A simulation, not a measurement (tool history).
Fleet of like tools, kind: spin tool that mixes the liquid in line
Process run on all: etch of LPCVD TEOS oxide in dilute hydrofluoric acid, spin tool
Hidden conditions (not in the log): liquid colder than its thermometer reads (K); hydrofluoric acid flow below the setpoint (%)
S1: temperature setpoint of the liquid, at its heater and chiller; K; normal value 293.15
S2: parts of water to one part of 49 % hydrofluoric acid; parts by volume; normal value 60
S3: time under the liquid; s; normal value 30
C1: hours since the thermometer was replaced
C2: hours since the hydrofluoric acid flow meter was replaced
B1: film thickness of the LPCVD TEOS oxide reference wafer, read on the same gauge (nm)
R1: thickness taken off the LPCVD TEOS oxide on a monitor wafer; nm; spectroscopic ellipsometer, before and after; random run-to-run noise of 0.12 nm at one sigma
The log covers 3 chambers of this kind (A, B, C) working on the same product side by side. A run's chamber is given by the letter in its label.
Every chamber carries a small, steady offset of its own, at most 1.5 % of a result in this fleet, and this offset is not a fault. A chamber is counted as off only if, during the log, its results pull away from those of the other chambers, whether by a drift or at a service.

| run | hour | S1 | S2 | S3 | C1 | C2 | B1 | R1 |
|---|---|---|---|---|---|---|---|---|
| 1C | 12.4 | 293.15 | 60 | 30 | 20.4 | 1550.7 | 69.984 | 20.589 |
| 2B | 25.3 | 293.15 | 60 | 30 | 168.9 | 1044.7 | 69.996 | 20.957 |
| 3A | 39.9 | 293.15 | 60 | 30 | 172.6 | 433.9 | 69.995 | 20.558 |
| 4C | 53.5 | 293.15 | 60 | 30 | 61.5 | 1591.8 | 69.999 | 20.686 |
| 5B | 60.5 | 295.15 | 80 | 30 | 204.1 | 1079.9 | 69.988 | 16.546 |
| 6A | 73.5 | 295.15 | 80 | 30 | 206.2 | 467.5 | 69.985 | 16.155 |
| 7C | 86.3 | 295.15 | 80 | 30 | 94.3 | 1624.6 | 69.978 | 16.3 |
| 8A | 93.4 | 293.15 | 60 | 30 | 226.1 | 487.4 | 69.983 | 20.434 |
| 9B | 106.7 | 293.15 | 60 | 30 | 250.3 | 1126.1 | 70.025 | 20.799 |
| 10A | 120.4 | 293.15 | 60 | 30 | 253.1 | 514.4 | 69.989 | 20.37 |
| 11B | 130.6 | 293.15 | 60 | 30 | 274.2 | 1150 | 69.963 | 20.985 |
| 12C | 144.9 | 293.15 | 60 | 30 | 152.9 | 1683.2 | 70.014 | 20.68 |
| 13B | 159.2 | 293.15 | 60 | 30 | 302.8 | 1178.6 | 69.987 | 20.794 |
| 14C | 166.3 | 293.15 | 60 | 30 | 174.3 | 1704.6 | 70.007 | 20.729 |
| 15A | 174.6 | 293.15 | 60 | 30 | 307.3 | 568.6 | 70 | 19.989 |
| 16A | 188.8 | 293.15 | 60 | 30 | 321.5 | 582.8 | 70.015 | 20.107 |
| 17B | 200.8 | 293.15 | 60 | 30 | 344.4 | 1220.2 | 69.997 | 20.763 |
| 18C | 215.7 | 293.15 | 60 | 30 | 223.7 | 1754 | 70.023 | 20.815 |
| 19A | 224.6 | 293.15 | 60 | 30 | 357.3 | 618.6 | 69.982 | 20.047 |
| 20B | 234.4 | 293.15 | 60 | 30 | 378 | 1253.8 | 70.006 | 20.944 |
| 21C | 247.9 | 293.15 | 60 | 30 | 255.9 | 1786.2 | 70.016 | 20.788 |
| 22A | 257.7 | 293.15 | 60 | 30 | 390.4 | 651.7 | 70 | 19.648 |
| 23C | 270.3 | 293.15 | 60 | 30 | 278.3 | 1808.6 | 70.014 | 20.637 |
| 24B | 285.4 | 293.15 | 60 | 30 | 429 | 1304.8 | 69.98 | 20.78 |
| 25C | 300.7 | 293.15 | 60 | 30 | 308.7 | 1839 | 70.027 | 20.646 |
| 26B | 309.3 | 296.65 | 60 | 40 | 452.9 | 1328.7 | 70.004 | 32.278 |
| 27A | 320.6 | 296.65 | 60 | 40 | 453.3 | 714.6 | 69.985 | 30.355 |
| 28B | 336.2 | 296.65 | 60 | 40 | 479.8 | 1355.6 | 70.022 | 32.21 |
| 29C | 345.2 | 293.15 | 60 | 30 | 353.2 | 1883.5 | 69.992 | 20.697 |
| 30A | 353.6 | 293.15 | 45 | 20 | 486.3 | 747.6 | 70.021 | 17.564 |
| 31A | 367.8 | 293.15 | 45 | 20 | 500.5 | 761.8 | 70.011 | 17.553 |
| 32B | 375.3 | 293.15 | 45 | 20 | 518.9 | 1394.7 | 69.996 | 18.718 |
| 33C | 384.6 | 293.15 | 60 | 30 | 392.6 | 1922.9 | 69.99 | 20.847 |
| 34B | 399.6 | 293.15 | 60 | 30 | 543.2 | 1419 | 70.035 | 20.738 |
| 35A | 415.1 | 293.15 | 60 | 30 | 547.8 | 809.1 | 70.017 | 19.051 |
| 36C | 426 | 293.15 | 60 | 30 | 434 | 1964.3 | 69.999 | 20.43 |
| 37C | 437 | 297.15 | 45 | 30 | 445 | 1975.3 | 69.978 | 33.086 |
| 38B | 450.1 | 297.15 | 45 | 30 | 593.7 | 1469.5 | 69.987 | 33.552 |
| 39A | 459 | 297.15 | 45 | 30 | 591.7 | 853 | 69.985 | 30.934 |

For the next run the whole fleet of 3 chambers uses the same settings. Give each chamber's results:
| 40A | 470.2 | 293.15 | 60 | 30 |  |  |  | ? |
| 40B | 470.2 | 293.15 | 60 | 30 |  |  |  | ? |
| 40C | 470.2 | 293.15 | 60 | 30 |  |  |  | ? |

| run | R1 |
|---|---|
| 40A | 19.067 |
| 40B | 20.753 |
| 40C | 20.686 |

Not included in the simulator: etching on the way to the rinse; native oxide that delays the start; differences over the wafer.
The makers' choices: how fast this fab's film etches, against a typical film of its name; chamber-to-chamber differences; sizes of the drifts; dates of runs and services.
